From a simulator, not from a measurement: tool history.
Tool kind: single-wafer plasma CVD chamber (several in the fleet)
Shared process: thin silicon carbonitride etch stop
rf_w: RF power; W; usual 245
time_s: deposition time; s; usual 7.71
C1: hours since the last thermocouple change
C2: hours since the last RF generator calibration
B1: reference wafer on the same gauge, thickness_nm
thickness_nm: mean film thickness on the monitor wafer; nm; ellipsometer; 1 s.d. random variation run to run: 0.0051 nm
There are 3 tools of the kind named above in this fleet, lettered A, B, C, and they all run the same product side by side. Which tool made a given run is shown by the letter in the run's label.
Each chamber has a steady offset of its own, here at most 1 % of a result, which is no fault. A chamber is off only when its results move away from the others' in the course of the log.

{"run": "1B", "hour": 11.9, "rf_w": 245, "time_s": 7.71, "C1": 170.0, "C2": 283.5, "B1": 5.1615, "thickness_nm": 4.6886}
{"run": "2A", "hour": 22.3, "rf_w": 245, "time_s": 7.71, "C1": 1476.8, "C2": 452.6, "B1": 5.164, "thickness_nm": 4.6532}
{"run": "3C", "hour": 32.4, "rf_w": 245, "time_s": 7.71, "C1": 1581.5, "C2": 932.0, "B1": 5.1626, "thickness_nm": 4.6919}
{"run": "4B", "hour": 38.4, "rf_w": 245, "time_s": 7.71, "C1": 196.5, "C2": 310.0, "B1": 5.1642, "thickness_nm": 4.6894}
{"run": "5C", "hour": 44.6, "rf_w": 245, "time_s": 7.71, "C1": 1593.7, "C2": 944.2, "B1": 5.1657, "thickness_nm": 4.6973}
{"run": "6A", "hour": 50.0, "rf_w": 245, "time_s": 7.71, "C1": 1504.5, "C2": 480.3, "B1": 5.1665, "thickness_nm": 4.6467}
{"hour": 50.3, "done": "chamber C: thermocouple changed; heater temperature recalibrated"}
{"run": "7C", "hour": 60.5, "rf_w": 245, "time_s": 7.71, "C1": 10.3, "C2": 960.1, "B1": 5.1675, "thickness_nm": 4.6971}
{"run": "8A", "hour": 69.0, "rf_w": 245, "time_s": 7.71, "C1": 1523.5, "C2": 499.3, "B1": 5.1694, "thickness_nm": 4.6505}
{"run": "9B", "hour": 75.4, "rf_w": 245, "time_s": 7.71, "C1": 233.5, "C2": 347.0, "B1": 5.1702, "thickness_nm": 4.6952}
{"run": "10A", "hour": 82.1, "rf_w": 245, "time_s": 8.96, "C1": 1536.6, "C2": 512.4, "B1": 5.1694, "thickness_nm": 5.3946}
{"run": "11B", "hour": 93.0, "rf_w": 245, "time_s": 8.96, "C1": 251.1, "C2": 364.6, "B1": 5.1703, "thickness_nm": 5.4527}
{"run": "12C", "hour": 104.1, "rf_w": 245, "time_s": 8.96, "C1": 53.9, "C2": 1003.7, "B1": 5.1725, "thickness_nm": 5.4499}
{"run": "13A", "hour": 113.1, "rf_w": 245, "time_s": 7.71, "C1": 1567.6, "C2": 543.4, "B1": 5.1753, "thickness_nm": 4.6572}
{"run": "14B", "hour": 123.9, "rf_w": 245, "time_s": 7.71, "C1": 282.0, "C2": 395.5, "B1": 5.175, "thickness_nm": 4.6939}
{"run": "15C", "hour": 130.6, "rf_w": 290, "time_s": 7.71, "C1": 80.4, "C2": 1030.2, "B1": 5.1754, "thickness_nm": 4.941}
{"run": "16C", "hour": 142.6, "rf_w": 290, "time_s": 7.71, "C1": 92.4, "C2": 1042.2, "B1": 5.1786, "thickness_nm": 4.9419}
{"run": "17B", "hour": 150.8, "rf_w": 290, "time_s": 7.71, "C1": 308.9, "C2": 422.4, "B1": 5.179, "thickness_nm": 4.9582}
{"run": "18A", "hour": 160.0, "rf_w": 245, "time_s": 7.71, "C1": 1614.5, "C2": 590.3, "B1": 5.1794, "thickness_nm": 4.6636}
{"run": "19B", "hour": 167.9, "rf_w": 245, "time_s": 7.71, "C1": 326.0, "C2": 439.5, "B1": 5.1812, "thickness_nm": 4.7152}
{"run": "20A", "hour": 174.0, "rf_w": 245, "time_s": 7.71, "C1": 1628.5, "C2": 604.3, "B1": 5.1807, "thickness_nm": 4.667}
{"run": "21C", "hour": 184.8, "rf_w": 245, "time_s": 7.71, "C1": 134.6, "C2": 1084.4, "B1": 5.1813, "thickness_nm": 4.7136}

All chambers now run identical settings, listed one chamber a line with results as question marks. What results will each chamber show?
{"run": "22A", "hour": 193.5, "rf_w": 245, "time_s": 7.71, "thickness_nm": "?"}
{"run": "22B", "hour": 193.5, "rf_w": 245, "time_s": 7.71, "thickness_nm": "?"}
{"run": "22C", "hour": 193.5, "rf_w": 245, "time_s": 7.71, "thickness_nm": "?"}

run=22A thickness_nm=4.6627
run=22B thickness_nm=4.7194
run=22C thickness_nm=4.7048
